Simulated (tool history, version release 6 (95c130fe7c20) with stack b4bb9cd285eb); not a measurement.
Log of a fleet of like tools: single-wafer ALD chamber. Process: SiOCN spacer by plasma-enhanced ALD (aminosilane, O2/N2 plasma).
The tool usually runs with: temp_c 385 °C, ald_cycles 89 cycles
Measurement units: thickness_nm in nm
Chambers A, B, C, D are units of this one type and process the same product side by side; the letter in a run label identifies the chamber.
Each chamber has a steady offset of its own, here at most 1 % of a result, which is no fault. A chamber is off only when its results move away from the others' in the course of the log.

run,hour,temp_c,ald_cycles,"read-back reference wafer on the same gauge, thickness_nm",thickness_nm
1C,13.1,385,89,6.0044,5.3677
2D,25.4,385,89,5.9901,5.415
3B,34.6,385,89,5.9938,5.3528
4A,43,385,89,6.0057,5.3665
5B,50.9,385,89,6.0011,5.3905
6C,64.2,385,89,5.9985,5.3988
7A,72.9,385,89,6,5.34
8D,85.4,385,89,6.0063,5.4463
9C,98.9,385,89,5.9979,5.4051
10A,106.2,385,89,6.0021,5.3418
11D,119.2,385,89,6.0017,5.4446
12B,130.2,385,74,5.9961,4.4558
13B,140.7,385,74,6.0041,4.4016
14D,150.6,385,74,6.0029,4.4728
15C,161.8,385,74,6.002,4.4453
16A,174.2,385,89,6.0022,5.4198
17A,187.1,385,89,5.9979,5.4134
18B,193.3,385,89,6.0058,5.3527
19D,202.6,385,89,5.9944,5.4022
20C,211.9,385,89,5.9972,5.3728
21D,220.2,385,89,6.0033,5.4542
22A,232.8,385,89,5.9957,5.3529
23C,243.7,385,89,6.0092,5.3634
24B,253,385,89,6.0109,5.3497
25A,262.6,385,89,5.9928,5.4023
26C,270.7,385,89,6.0036,5.2949
27D,281.7,385,89,5.9915,5.3913
28B,293.8,385,89,6.005,5.311
29B,304.7,396,97,6.0041,5.8133
30C,311.7,396,97,5.9966,5.8712
31D,323.1,396,97,5.9995,5.8489
32A,334.5,396,97,6.0015,5.8345
33A,346.2,385,89,6.0002,5.3289

Next, all 4 chambers run the settings below, one line each with question marks for the results. What does each chamber give?
34A,356.5,385,89,,?
34B,356.5,385,89,,?
34C,356.5,385,89,,?
34D,356.5,385,89,,?

run,thickness_nm
34A,5.3715
34B,5.3716
34C,5.3686
34D,5.4334
